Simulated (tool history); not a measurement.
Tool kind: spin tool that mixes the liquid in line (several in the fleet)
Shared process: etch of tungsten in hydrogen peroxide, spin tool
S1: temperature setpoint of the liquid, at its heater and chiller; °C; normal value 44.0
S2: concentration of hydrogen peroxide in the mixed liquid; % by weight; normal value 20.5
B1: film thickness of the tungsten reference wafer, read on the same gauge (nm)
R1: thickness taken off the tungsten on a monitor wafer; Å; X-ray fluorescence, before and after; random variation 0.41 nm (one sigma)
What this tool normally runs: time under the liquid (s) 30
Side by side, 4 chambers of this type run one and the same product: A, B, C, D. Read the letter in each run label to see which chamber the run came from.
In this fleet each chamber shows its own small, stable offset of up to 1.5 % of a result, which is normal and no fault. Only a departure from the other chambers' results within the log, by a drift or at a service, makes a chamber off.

Run 1A, day 0.304: usual settings; B1 140.02. Result: R1 595.45 Å.
Run 2D, day 0.733: usual settings; B1 139.98. Result: R1 585.66 Å.
Run 3C, day 1.329: usual settings; B1 140.00. Result: R1 591.57 Å.
Run 4B, day 1.788: usual settings; B1 139.99. Result: R1 596.38 Å.
At day 2.204: chamber D: new drum of peroxide connected.
Run 5B, day 2.417: usual settings; B1 140.00. Result: R1 592.12 Å.
At day 2.683: chamber A: thermometer replaced.
Run 6A, day 2.871: usual settings; B1 140.01. Result: R1 589.78 Å.
Run 7C, day 3.250: usual settings; B1 140.00. Result: R1 595.10 Å.
Run 8D, day 3.646: usual settings but S2 18.5 % by weight, time under the liquid (s) 50; B1 140.00. Result: R1 922.18 Å.
Run 9B, day 4.283: usual settings but S2 18.5 % by weight, time under the liquid (s) 50; B1 140.04. Result: R1 944.69 Å.
Run 10C, day 4.612: usual settings but S2 18.5 % by weight, time under the liquid (s) 50; B1 139.99. Result: R1 924.58 Å.
Run 11A, day 5.146: usual settings but S2 18.5 % by weight, time under the liquid (s) 50; B1 140.02. Result: R1 928.01 Å.
Run 12D, day 5.583: usual settings; B1 140.01. Result: R1 585.28 Å.
Run 13C, day 5.883: usual settings; B1 140.02. Result: R1 588.80 Å.
Run 14D, day 6.450: usual settings but S1 35.5 °C, S2 15.0 % by weight; B1 140.00. Result: R1 284.22 Å.
Run 15A, day 6.746: usual settings but S1 35.5 °C, S2 15.0 % by weight; B1 140.02. Result: R1 291.21 Å.
Run 16B, day 7.338: usual settings but S1 35.5 °C, S2 15.0 % by weight; B1 139.99. Result: R1 304.83 Å.
Run 17C, day 7.929: usual settings but S1 35.5 °C, S2 15.0 % by weight; B1 139.99. Result: R1 291.87 Å.
At day 8.279: chamber C: peroxide flow meter replaced.
Run 18D, day 8.496: usual settings; B1 140.01. Result: R1 584.45 Å.
Run 19A, day 9.062: usual settings; B1 140.00. Result: R1 592.48 Å.
At day 9.138: chamber B: heated supply line repaired.
Run 20B, day 9.425: usual settings; B1 139.98. Result: R1 620.12 Å.
Run 21C, day 9.929: usual settings but time under the liquid (s) 45; B1 140.02. Result: R1 888.45 Å.
Run 22A, day 10.579: usual settings but time under the liquid (s) 45; B1 140.02. Result: R1 881.98 Å.
Run 23B, day 11.025: usual settings but time under the liquid (s) 45; B1 139.98. Result: R1 922.79 Å.
Run 24D, day 11.508: usual settings but time under the liquid (s) 45; B1 140.01. Result: R1 872.29 Å.
Run 25C, day 11.929: usual settings but S1 41.0 °C; B1 140.01. Result: R1 484.26 Å.
Run 26D, day 12.250: usual settings but S1 41.0 °C; B1 140.02. Result: R1 481.49 Å.
Run 27B, day 12.542: usual settings but S1 41.0 °C; B1 140.01. Result: R1 515.12 Å.
Run 28A, day 13.033: usual settings but S1 41.0 °C; B1 140.01. Result: R1 485.86 Å.
Run 29A, day 13.500: usual settings; B1 139.97. Result: R1 585.86 Å.
Run 30D, day 13.921: usual settings but S1 49.5 °C, time under the liquid (s) 35; B1 140.00. Result: R1 971.72 Å.
Run 31B, day 14.504: usual settings but S1 49.5 °C, time under the liquid (s) 35; B1 139.99. Result: R1 1029.90 Å.
Run 32C, day 15.058: usual settings but S1 49.5 °C, time under the liquid (s) 35; B1 139.99. Result: R1 971.22 Å.
At day 15.079: chamber B: peroxide flow meter replaced.
Run 33C, day 15.642: usual settings but S1 49.5 °C, time under the liquid (s) 35; B1 140.02. Result: R1 957.77 Å.
Run 34B, day 16.258: usual settings; B1 139.99. Result: R1 635.11 Å.
Run 35D, day 16.733: usual settings; B1 140.00. Result: R1 586.01 Å.
Run 36A, day 17.150: usual settings; B1 139.99. Result: R1 587.10 Å.
Run 37B, day 17.638: usual settings but S2 18.5 % by weight; B1 140.00. Result: R1 609.04 Å.
Run 38A, day 17.917: usual settings but S2 18.5 % by weight; B1 139.99. Result: R1 557.37 Å.
Run 39C, day 18.212: usual settings but S2 18.5 % by weight; B1 140.02. Result: R1 557.34 Å.
Run 40D, day 18.533: usual settings but S2 18.5 % by weight; B1 139.98. Result: R1 553.98 Å.
Run 41A, day 19.133: usual settings; B1 140.00. Result: R1 581.21 Å.

Each of the 4 chambers runs these same settings next. Fill in every chamber's results:
Run 42A, day 19.600: usual settings but time under the liquid (s) 25. Result: R1 ?.
Run 42B, day 19.600: usual settings but time under the liquid (s) 25. Result: R1 ?.
Run 42C, day 19.600: usual settings but time under the liquid (s) 25. Result: R1 ?.
Run 42D, day 19.600: usual settings but time under the liquid (s) 25. Result: R1 ?.

run      R1
42A  490.29
42B  538.24
42C  492.62
42D  490.24

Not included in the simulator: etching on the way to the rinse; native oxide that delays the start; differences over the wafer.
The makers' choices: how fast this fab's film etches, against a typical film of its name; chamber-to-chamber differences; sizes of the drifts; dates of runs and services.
